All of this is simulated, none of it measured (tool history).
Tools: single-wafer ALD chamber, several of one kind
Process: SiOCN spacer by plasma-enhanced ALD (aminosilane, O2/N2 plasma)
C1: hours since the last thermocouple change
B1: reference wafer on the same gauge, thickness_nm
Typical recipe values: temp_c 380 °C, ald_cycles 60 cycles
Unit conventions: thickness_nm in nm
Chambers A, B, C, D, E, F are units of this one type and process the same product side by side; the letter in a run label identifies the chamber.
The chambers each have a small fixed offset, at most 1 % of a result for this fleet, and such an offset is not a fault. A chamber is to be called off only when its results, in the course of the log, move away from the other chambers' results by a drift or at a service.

Run 1B, hour 7.2: usual settings; C1 434.8; B1 3.8505. Result: thickness_nm 3.6325 nm.
Run 2F, hour 19.2: usual settings; C1 1774; B1 3.8511. Result: thickness_nm 3.6388 nm.
Run 3C, hour 27.5: usual settings; C1 1323.2; B1 3.8499. Result: thickness_nm 3.6422 nm.
Run 4E, hour 36.5: usual settings; C1 1742.7; B1 3.8518. Result: thickness_nm 3.6018 nm.
Run 5D, hour 45.8: usual settings; C1 301; B1 3.8514. Result: thickness_nm 3.6084 nm.
Run 6A, hour 54.4: usual settings; C1 101.8; B1 3.8543. Result: thickness_nm 3.6164 nm.
Run 7A, hour 64.6: usual settings; C1 112; B1 3.8551. Result: thickness_nm 3.6019 nm.
Run 8E, hour 74.1: usual settings; C1 1780.3; B1 3.8553. Result: thickness_nm 3.601 nm.
Run 9B, hour 82: usual settings but temp_c 374 °C, ald_cycles 71 cycles; C1 509.6; B1 3.8554. Result: thickness_nm 4.2924 nm.
Run 10C, hour 89.9: usual settings but temp_c 374 °C, ald_cycles 71 cycles; C1 1385.6; B1 3.8559. Result: thickness_nm 4.2955 nm.
Run 11D, hour 97.1: usual settings but temp_c 374 °C, ald_cycles 71 cycles; C1 352.3; B1 3.8559. Result: thickness_nm 4.2632 nm.
Run 12F, hour 105.8: usual settings but temp_c 374 °C, ald_cycles 71 cycles; C1 1860.6; B1 3.8558. Result: thickness_nm 4.3072 nm.
Run 13F, hour 114.8: usual settings but temp_c 374 °C, ald_cycles 71 cycles; C1 1869.6; B1 3.8563. Result: thickness_nm 4.3119 nm.
Run 14A, hour 124.8: usual settings but temp_c 374 °C, ald_cycles 71 cycles; C1 172.2; B1 3.8586. Result: thickness_nm 4.2811 nm.
Run 15D, hour 130.3: usual settings; C1 385.5; B1 3.8578. Result: thickness_nm 3.6077 nm.
Run 16C, hour 138.4: usual settings but temp_c 391 °C; C1 1434.1; B1 3.8582. Result: thickness_nm 3.6475 nm.
Run 17B, hour 144.2: usual settings but temp_c 391 °C; C1 571.8; B1 3.859. Result: thickness_nm 3.6312 nm.
Run 18E, hour 155.5: usual settings but temp_c 391 °C; C1 1861.7; B1 3.8597. Result: thickness_nm 3.6034 nm.
Run 19B, hour 165.2: usual settings but temp_c 391 °C; C1 592.8; B1 3.8601. Result: thickness_nm 3.6311 nm.
Run 20E, hour 174.2: usual settings but temp_c 391 °C; C1 1880.4; B1 3.8633. Result: thickness_nm 3.6058 nm.
Run 21F, hour 181.9: usual settings but temp_c 391 °C; C1 1936.7; B1 3.8626. Result: thickness_nm 3.6393 nm.
Run 22D, hour 188.9: usual settings; C1 444.1; B1 3.8612. Result: thickness_nm 3.6117 nm.
Run 23A, hour 196.4: usual settings; C1 243.8; B1 3.8633. Result: thickness_nm 3.6272 nm.
Run 24C, hour 203.4: usual settings; C1 1499.1; B1 3.8651. Result: thickness_nm 3.6558 nm.
Run 25F, hour 213.1: usual settings; C1 1967.9; B1 3.8641. Result: thickness_nm 3.645 nm.
Run 26E, hour 220.4: usual settings; C1 1926.6; B1 3.8654. Result: thickness_nm 3.6105 nm.
Run 27C, hour 228.6: usual settings; C1 1524.3; B1 3.8648. Result: thickness_nm 3.6522 nm.
Run 28A, hour 240.6: usual settings; C1 288; B1 3.8662. Result: thickness_nm 3.6167 nm.
Run 29B, hour 249.9: usual settings; C1 677.5; B1 3.8665. Result: thickness_nm 3.6363 nm.
Run 30D, hour 260.7: usual settings; C1 515.9; B1 3.8676. Result: thickness_nm 3.6152 nm.
Run 31F, hour 271.6: usual settings; C1 2026.4; B1 3.8677. Result: thickness_nm 3.6464 nm.
Run 32C, hour 277.3: usual settings; C1 1573; B1 3.8679. Result: thickness_nm 3.6611 nm.
Run 33A, hour 283: usual settings but temp_c 372 °C, ald_cycles 55 cycles; C1 330.4; B1 3.8688. Result: thickness_nm 3.3162 nm.
Run 34E, hour 295: usual settings but temp_c 372 °C, ald_cycles 55 cycles; C1 2001.2; B1 3.8702. Result: thickness_nm 3.319 nm.
Run 35B, hour 303.9: usual settings but temp_c 372 °C, ald_cycles 55 cycles; C1 731.5; B1 3.8691. Result: thickness_nm 3.3392 nm.
At hour 312.2: chamber E: thermocouple changed; heater temperature recalibrated.
Run 36D, hour 316: usual settings but temp_c 372 °C, ald_cycles 55 cycles; C1 571.2; B1 3.8703. Result: thickness_nm 3.3174 nm.
Run 37E, hour 325.3: usual settings but temp_c 372 °C, ald_cycles 55 cycles; C1 13.1; B1 3.8709. Result: thickness_nm 3.3075 nm.
Run 38A, hour 335.8: usual settings but temp_c 372 °C, ald_cycles 55 cycles; C1 383.2; B1 3.8723. Result: thickness_nm 3.3224 nm.
Run 39C, hour 344.1: usual settings; C1 1639.8; B1 3.8735. Result: thickness_nm 3.6532 nm.
Run 40F, hour 351: usual settings; C1 2105.8; B1 3.8741. Result: thickness_nm 3.6621 nm.
Run 41D, hour 358.3: usual settings; C1 613.5; B1 3.8742. Result: thickness_nm 3.629 nm.
Run 42B, hour 368.4: usual settings but temp_c 370 °C; C1 796; B1 3.874. Result: thickness_nm 3.6451 nm.

Predict what each chamber gives when all 6 of them run the settings below next.
Run 43A, hour 377.2: usual settings but temp_c 392 °C. Result: thickness_nm ?.
Run 43B, hour 377.2: usual settings but temp_c 392 °C. Result: thickness_nm ?.
Run 43C, hour 377.2: usual settings but temp_c 392 °C. Result: thickness_nm ?.
Run 43D, hour 377.2: usual settings but temp_c 392 °C. Result: thickness_nm ?.
Run 43E, hour 377.2: usual settings but temp_c 392 °C. Result: thickness_nm ?.
Run 43F, hour 377.2: usual settings but temp_c 392 °C. Result: thickness_nm ?.

run  thickness_nm
43A        3.6188
43B        3.6499
43C        3.6677
43D        3.6121
43E        3.6226
43F        3.6651
